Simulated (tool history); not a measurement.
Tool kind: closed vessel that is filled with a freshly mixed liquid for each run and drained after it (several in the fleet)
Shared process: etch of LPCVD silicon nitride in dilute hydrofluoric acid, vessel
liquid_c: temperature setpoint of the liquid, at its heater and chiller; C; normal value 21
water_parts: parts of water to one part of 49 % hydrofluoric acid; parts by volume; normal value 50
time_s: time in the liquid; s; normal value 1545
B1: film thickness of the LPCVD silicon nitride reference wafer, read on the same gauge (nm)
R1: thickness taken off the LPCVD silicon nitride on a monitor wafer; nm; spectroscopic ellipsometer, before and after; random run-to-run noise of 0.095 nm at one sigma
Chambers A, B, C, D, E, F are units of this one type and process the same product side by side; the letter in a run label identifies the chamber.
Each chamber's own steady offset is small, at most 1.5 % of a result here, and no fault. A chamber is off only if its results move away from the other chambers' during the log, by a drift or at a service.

{"run": "1A", "hour": 13.3, "liquid_c": 21, "water_parts": 50, "time_s": 1545, "B1": 140.01, "R1": 11.242}
{"run": "2D", "hour": 24.8, "liquid_c": 21, "water_parts": 50, "time_s": 1545, "B1": 140, "R1": 11.24}
{"run": "3C", "hour": 34.6, "liquid_c": 21, "water_parts": 50, "time_s": 1545, "B1": 139.99, "R1": 11.225}
{"run": "4F", "hour": 44.6, "liquid_c": 21, "water_parts": 50, "time_s": 1545, "B1": 139.99, "R1": 11.374}
{"run": "5E", "hour": 52.7, "liquid_c": 21, "water_parts": 50, "time_s": 1545, "B1": 140.01, "R1": 11.122}
{"run": "6B", "hour": 64.4, "liquid_c": 21, "water_parts": 50, "time_s": 1545, "B1": 139.99, "R1": 11.316}
{"run": "7B", "hour": 72.6, "liquid_c": 21, "water_parts": 50, "time_s": 1545, "B1": 140, "R1": 11.266}
{"run": "8E", "hour": 86.5, "liquid_c": 21, "water_parts": 50, "time_s": 1545, "B1": 139.99, "R1": 11.294}
{"run": "9C", "hour": 93.7, "liquid_c": 21, "water_parts": 70, "time_s": 1545, "B1": 139.98, "R1": 8.1117}
{"run": "10D", "hour": 105.5, "liquid_c": 21, "water_parts": 70, "time_s": 1545, "B1": 139.98, "R1": 8.0813}
{"run": "11F", "hour": 113.4, "liquid_c": 21, "water_parts": 70, "time_s": 1545, "B1": 140.02, "R1": 8.0858}
{"hour": 115.2, "done": "chamber F: hydrofluoric acid flow meter replaced"}
{"run": "12A", "hour": 127.9, "liquid_c": 21, "water_parts": 70, "time_s": 1545, "B1": 139.99, "R1": 8.1609}
{"run": "13B", "hour": 136.1, "liquid_c": 21, "water_parts": 70, "time_s": 1545, "B1": 139.98, "R1": 8.2322}
{"run": "14D", "hour": 145.8, "liquid_c": 21, "water_parts": 70, "time_s": 1545, "B1": 139.99, "R1": 8.2507}
{"run": "15A", "hour": 156.2, "liquid_c": 21, "water_parts": 50, "time_s": 1545, "B1": 139.99, "R1": 11.26}
{"hour": 165.2, "done": "chamber D: thermometer replaced"}
{"run": "16E", "hour": 171.0, "liquid_c": 21, "water_parts": 50, "time_s": 1545, "B1": 139.98, "R1": 11.231}
{"run": "17F", "hour": 177.7, "liquid_c": 21, "water_parts": 50, "time_s": 1545, "B1": 140.02, "R1": 11.411}
{"run": "18C", "hour": 185.2, "liquid_c": 21, "water_parts": 50, "time_s": 1545, "B1": 140, "R1": 11.175}
{"run": "19D", "hour": 197.8, "liquid_c": 21, "water_parts": 50, "time_s": 1545, "B1": 140, "R1": 11.246}
{"run": "20F", "hour": 206.0, "liquid_c": 25.5, "water_parts": 50, "time_s": 1545, "B1": 139.99, "R1": 15.635}
{"run": "21E", "hour": 221.0, "liquid_c": 25.5, "water_parts": 50, "time_s": 1545, "B1": 139.99, "R1": 15.123}
{"run": "22B", "hour": 232.6, "liquid_c": 25.5, "water_parts": 50, "time_s": 1545, "B1": 139.99, "R1": 15.291}
{"run": "23C", "hour": 243.4, "liquid_c": 25.5, "water_parts": 50, "time_s": 1545, "B1": 140.02, "R1": 15.016}
{"run": "24A", "hour": 253.6, "liquid_c": 25.5, "water_parts": 50, "time_s": 1545, "B1": 140.02, "R1": 15.375}
{"run": "25B", "hour": 261.2, "liquid_c": 25.5, "water_parts": 50, "time_s": 1545, "B1": 140, "R1": 15.538}
{"run": "26F", "hour": 271.3, "liquid_c": 21, "water_parts": 50, "time_s": 1545, "B1": 140, "R1": 11.402}
{"hour": 272.4, "done": "chamber E: hydrofluoric acid flow meter replaced"}
{"run": "27C", "hour": 279.8, "liquid_c": 21, "water_parts": 50, "time_s": 1015, "B1": 140.01, "R1": 7.3282}
{"run": "28A", "hour": 287.6, "liquid_c": 21, "water_parts": 50, "time_s": 1015, "B1": 140.01, "R1": 7.2892}
{"run": "29D", "hour": 301.2, "liquid_c": 21, "water_parts": 50, "time_s": 1015, "B1": 140.02, "R1": 7.4528}
{"run": "30E", "hour": 312.0, "liquid_c": 21, "water_parts": 50, "time_s": 1015, "B1": 139.99, "R1": 7.3717}
{"run": "31D", "hour": 322.4, "liquid_c": 21, "water_parts": 50, "time_s": 1015, "B1": 140.03, "R1": 7.4252}
{"run": "32A", "hour": 335.8, "liquid_c": 21, "water_parts": 50, "time_s": 1015, "B1": 139.99, "R1": 7.5195}
{"hour": 342.1, "done": "chamber C: hydrofluoric acid flow meter replaced"}
{"run": "33C", "hour": 350.6, "liquid_c": 21, "water_parts": 50, "time_s": 1545, "B1": 140.03, "R1": 11.186}
{"run": "34F", "hour": 358.8, "liquid_c": 21, "water_parts": 50, "time_s": 1545, "B1": 139.99, "R1": 11.295}
{"run": "35E", "hour": 365.6, "liquid_c": 21, "water_parts": 50, "time_s": 1545, "B1": 140.01, "R1": 11.209}
{"run": "36B", "hour": 372.3, "liquid_c": 21, "water_parts": 50, "time_s": 1545, "B1": 139.98, "R1": 11.285}
{"run": "37E", "hour": 381.7, "liquid_c": 24.5, "water_parts": 50, "time_s": 2365, "B1": 140, "R1": 21.365}

Is one chamber out of step, is the gauge drifting, or do the chambers differ by no more than their own small offsets? For an off chamber, give its letter and the likeliest cause.

All chambers stay in line apart from their small fixed offsets, and the gauge does not drift.

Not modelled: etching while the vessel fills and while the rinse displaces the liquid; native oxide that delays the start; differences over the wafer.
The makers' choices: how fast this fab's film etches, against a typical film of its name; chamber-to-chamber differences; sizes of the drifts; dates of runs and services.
